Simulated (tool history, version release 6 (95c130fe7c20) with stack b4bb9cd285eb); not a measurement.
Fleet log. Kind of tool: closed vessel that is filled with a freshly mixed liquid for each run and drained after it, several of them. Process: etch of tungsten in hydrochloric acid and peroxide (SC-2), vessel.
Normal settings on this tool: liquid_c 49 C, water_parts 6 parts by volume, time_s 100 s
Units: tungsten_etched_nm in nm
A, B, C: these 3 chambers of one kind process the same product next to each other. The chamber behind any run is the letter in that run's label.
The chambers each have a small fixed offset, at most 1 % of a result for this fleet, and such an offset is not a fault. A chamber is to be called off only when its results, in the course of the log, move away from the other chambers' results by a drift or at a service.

run	day	liquid_c	water_parts	time_s	read-back film thickness of the tungsten reference wafer, read on the same gauge (nm)	tungsten_etched_nm
1A	0.35	49	6	100	40	33.225
# day 0.392: chamber C: thermometer replaced
2C	0.812	49	6	100	39.979	33.524
3B	1.35	49	6	100	40.007	33.12
4B	1.879	49	6	100	39.98	33.102
5C	2.546	49	6	100	40.025	32.82
6A	3.046	49	6	100	39.996	32.831
7A	3.683	49	6	100	40.021	33.112
8B	4.333	49	6	100	40.024	32.917
9C	4.988	49	6	100	39.976	33.561
10A	5.65	49	6	100	39.996	33.105
11C	6.321	49	6	100	39.976	33.701
12B	6.804	49	6	100	39.997	33.067
13A	7.258	49	6	100	39.987	32.945
14C	7.562	49	6	100	40.014	33.043
# day 7.583: chamber B: new drum of peroxide connected
15B	8.046	49	6	100	40.003	32.945
16B	8.671	49	6	100	39.999	32.727
17C	9.138	49	4	45	40.011	19.65
18A	9.696	49	4	45	39.995	19.887
19A	10.321	49	4	45	39.992	20.066
20B	10.792	49	6	100	39.972	32.746
21C	11.125	49	6	100	40.021	33.351
22C	11.7	49	6	100	39.982	33.337
23A	12.162	49	6	100	39.983	33.239
24B	12.712	49	6	100	39.981	32.591
25B	13.062	49	6	100	39.975	32.377
26A	13.508	49	6	100	40.008	33.214
27C	13.925	49	6	100	39.996	33.28
28B	14.283	56.5	7.5	100	39.98	45.853
29A	14.588	56.5	7.5	100	39.977	45.186
30C	15.212	56.5	7.5	100	39.993	45.171
# day 15.438: chamber C: new drum of peroxide connected
# day 15.5: chamber A: thermometer replaced
31A	15.704	49	6	100	40.021	32.9
32B	16.342	49	4.5	140	40.024	56.853
33C	16.788	49	4.5	140	40.006	57.284
34A	17.188	49	4.5	140	40.028	57.518
35B	17.788	49	6	65	39.982	21.458

The same settings go to every chamber for the next run, one line per chamber below. Forecast the results for each:
36A	18.271	49	6	100		?
36B	18.271	49	6	100		?
36C	18.271	49	6	100		?

run	tungsten_etched_nm
36A	33.308
36B	32.476
36C	33.464
